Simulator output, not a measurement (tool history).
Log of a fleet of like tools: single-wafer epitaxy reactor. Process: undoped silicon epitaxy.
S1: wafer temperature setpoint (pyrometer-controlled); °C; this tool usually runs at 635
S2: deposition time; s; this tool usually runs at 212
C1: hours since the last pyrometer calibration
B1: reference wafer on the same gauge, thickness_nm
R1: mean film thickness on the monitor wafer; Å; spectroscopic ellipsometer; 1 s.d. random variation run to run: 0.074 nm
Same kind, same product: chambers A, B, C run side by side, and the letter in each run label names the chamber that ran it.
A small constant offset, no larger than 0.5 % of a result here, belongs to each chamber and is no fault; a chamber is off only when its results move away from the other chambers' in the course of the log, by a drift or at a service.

run	hour	S1	S2	C1	B1	R1
1A	4.3	635	212	1212.9	29.706	253.23
2B	10.9	635	212	2108.6	29.691	253.96
3C	14.3	635	212	180.6	29.694	255.48
4C	17.8	635	212	184.1	29.698	254.48
5B	20.9	635	212	2118.6	29.705	253.93
6A	27.4	635	212	1236.0	29.706	254.05
7C	32.7	635	212	199.0	29.699	255.41
8A	37.3	635	212	1245.9	29.690	254.22
9B	43.5	620	212	2141.2	29.707	181.14
10B	48.8	620	212	2146.5	29.713	182.24
11A	53.8	620	212	1262.4	29.674	179.99
12C	58.7	635	212	225.0	29.707	255.88
13A	62.6	635	212	1271.2	29.712	255.31
14C	67.7	635	212	234.0	29.704	255.89
15B	71.6	635	212	2169.3	29.685	254.75
16C	77.1	623	184	243.4	29.699	168.21
# hour 78.6: chamber B: pyrometer calibrated
17B	82.4	623	184	3.8	29.706	172.02
18A	85.8	623	184	1294.4	29.686	167.64
19C	92.5	635	212	258.8	29.717	255.32
20B	97.2	635	212	18.6	29.702	258.84
21A	100.1	635	212	1308.7	29.703	254.90
22C	105.4	635	212	271.7	29.704	255.88
23A	108.6	635	212	1317.2	29.688	254.82
24B	113.9	635	212	35.3	29.689	260.33
25C	119.1	635	212	285.4	29.716	255.61
26A	125.0	635	212	1333.6	29.686	254.96
27B	129.1	635	212	50.5	29.685	260.02
28B	135.3	648	212	56.7	29.696	345.91
29A	138.6	648	212	1347.2	29.712	341.24
30C	143.2	648	212	309.5	29.708	343.25
31B	147.1	635	212	68.5	29.710	261.10
32C	153.6	635	212	319.9	29.699	254.88
33A	156.5	635	212	1365.1	29.709	253.72
34C	160.2	635	212	326.5	29.714	256.82

Which is it: a chamber that has drifted or been left off by a service, a gauge drift common to all chambers, or only each chamber's usual small offset? If a chamber is off, name it and its likeliest cause.

A service on chamber B put it out of line with the rest.
Most likely cause: wafer temperature above the value expected at the setpoint (K) = 1.03.

Which of the 4 candidates below, each the usual settings with something changed and its results left as question marks, puts chamber B back in line with what the other chambers give on the usual settings?
Allowed miss from the other chambers' usual-settings mean, per result, to count as in line: R1 2.60 Å
35B-1	165.0	635	220			?
35B-2	165.0	635	208			?
35B-3	165.0	634	209			?
35B-4	165.0	635	216			?

Other chambers, usual settings, mean: R1 255.20 Å
run	R1
35B-1	269.93
35B-2	255.21
35B-3	250.82
35B-4	265.02
35B-2 is the one that brings the chamber's results back in line with the other chambers.
